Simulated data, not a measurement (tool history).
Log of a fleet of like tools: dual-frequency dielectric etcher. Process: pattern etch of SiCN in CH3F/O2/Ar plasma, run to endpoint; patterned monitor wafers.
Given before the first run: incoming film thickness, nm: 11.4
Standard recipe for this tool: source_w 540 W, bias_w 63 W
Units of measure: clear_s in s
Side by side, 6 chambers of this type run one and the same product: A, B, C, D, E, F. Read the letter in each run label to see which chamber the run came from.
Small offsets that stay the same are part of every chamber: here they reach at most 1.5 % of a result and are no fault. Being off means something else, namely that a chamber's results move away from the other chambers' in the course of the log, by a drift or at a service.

| run | day | source_w | bias_w | hours since the last wet clean | hours since the last source power generator calibration | hours since the last bias power generator calibration | clear_s |
|---|---|---|---|---|---|---|---|
| 1D | 0.292 | 540 | 63 | 285.8 | 2023.3 | 587.5 | 28.243 |
| 2F | 0.55 | 540 | 63 | 317.7 | 1834.8 | 3092.9 | 28.282 |
| 3C | 0.8 | 540 | 63 | 157.7 | 2045.8 | 482.6 | 28.804 |
| 4A | 0.971 | 540 | 63 | 309.4 | 1419 | 124.3 | 28.418 |
| 5B | 1.246 | 540 | 63 | 241.7 | 3293.1 | 1121.1 | 28.142 |
| 6E | 1.554 | 540 | 63 | 503.9 | 1557.1 | 2573.4 | 28.08 |
| 7F | 1.775 | 610 | 51 | 347.1 | 1864.2 | 3122.3 | 28.979 |
| 8A | 2.042 | 610 | 51 | 335.1 | 1444.7 | 150 | 29.04 |
| 9C | 2.25 | 610 | 51 | 192.5 | 2080.6 | 517.4 | 29.175 |
| 10D | 2.479 | 610 | 51 | 338.3 | 2075.8 | 640 | 28.796 |
| 11E | 2.696 | 610 | 51 | 531.3 | 1584.5 | 2600.8 | 28.494 |
| 12B | 2.871 | 610 | 51 | 280.7 | 3332.1 | 1160.1 | 28.863 |
|  | 2.967 | chamber A: wet clean of the chamber |
| 13A | 3.108 | 540 | 63 | 3.5 | 1470.3 | 175.6 | 28.557 |
| 14C | 3.308 | 540 | 63 | 217.9 | 2106 | 542.8 | 28.737 |
| 15B | 3.592 | 540 | 75 | 298 | 3349.4 | 1177.4 | 26.793 |
| 16D | 3.8 | 540 | 75 | 370 | 2107.5 | 671.7 | 26.666 |
| 17E | 4.033 | 540 | 75 | 563.4 | 1616.6 | 2632.9 | 26.521 |
|  | 4.138 | chamber D: wet clean of the chamber |
| 18F | 4.354 | 540 | 75 | 409 | 1926.1 | 3184.2 | 26.568 |
| 19A | 4.671 | 540 | 75 | 41 | 1507.8 | 213.1 | 26.958 |
| 20F | 4.817 | 540 | 75 | 420.1 | 1937.2 | 3195.3 | 26.804 |
| 21B | 5.121 | 540 | 63 | 334.7 | 3386.1 | 1214.1 | 28.224 |
| 22C | 5.375 | 540 | 63 | 267.5 | 2155.6 | 592.4 | 28.823 |
|  | 5.425 | chamber F: wet clean of the chamber |
| 23D | 5.638 | 540 | 63 | 36 | 2151.6 | 715.8 | 27.608 |
| 24E | 5.842 | 660 | 55 | 606.8 | 1660 | 2676.3 | 27.059 |
| 25B | 6.1 | 660 | 55 | 358.2 | 3409.6 | 1237.6 | 27.042 |
| 26E | 6.354 | 660 | 55 | 619.1 | 1672.3 | 2688.6 | 27.076 |
| 27C | 6.583 | 660 | 55 | 296.5 | 2184.6 | 621.4 | 27.641 |
|  | 6.788 | chamber E: wet clean of the chamber |
| 28F | 6.8 | 660 | 55 | 33 | 1984.8 | 3242.9 | 27.249 |
|  | 6.95 | chamber B: source power generator calibrated |
| 29A | 7.071 | 660 | 55 | 98.6 | 1565.4 | 270.7 | 27.473 |
| 30D | 7.292 | 540 | 63 | 75.7 | 2191.3 | 755.5 | 27.588 |
| 31B | 7.579 | 540 | 63 | 393.7 | 15.1 | 1273.1 | 28.398 |
| 32F | 7.808 | 540 | 63 | 57.2 | 2009 | 3267.1 | 28.241 |
| 33C | 8.075 | 460 | 68 | 332.3 | 2220.4 | 657.2 | 29.964 |
| 34A | 8.383 | 460 | 68 | 130.1 | 1596.9 | 302.2 | 29.586 |
| 35E | 8.692 | 460 | 68 | 45.8 | 1728.4 | 2744.7 | 29.084 |
| 36D | 8.842 | 460 | 68 | 112.9 | 2228.5 | 792.7 | 28.792 |
| 37B | 9.112 | 460 | 68 | 430.5 | 51.9 | 1309.9 | 29.134 |
| 38E | 9.383 | 460 | 68 | 62.4 | 1745 | 2761.3 | 28.989 |
| 39A | 9.662 | 540 | 63 | 160.8 | 1627.6 | 332.9 | 28.367 |
| 40F | 9.958 | 540 | 63 | 108.8 | 2060.6 | 3318.7 | 28.32 |
| 41D | 10.167 | 540 | 63 | 144.7 | 2260.3 | 824.5 | 27.6 |
| 42C | 10.438 | 540 | 63 | 389 | 2277.1 | 713.9 | 28.858 |

Next, all 6 chambers run the settings below, one line each with question marks for the results. What does each chamber give?
| 43A | 10.667 | 540 | 56 |  |  |  | ? |
| 43B | 10.667 | 540 | 56 |  |  |  | ? |
| 43C | 10.667 | 540 | 56 |  |  |  | ? |
| 43D | 10.667 | 540 | 56 |  |  |  | ? |
| 43E | 10.667 | 540 | 56 |  |  |  | ? |
| 43F | 10.667 | 540 | 56 |  |  |  | ? |

| run | clear_s |
|---|---|
| 43A | 29.724 |
| 43B | 29.217 |
| 43C | 29.893 |
| 43D | 28.641 |
| 43E | 29.146 |
| 43F | 29.153 |
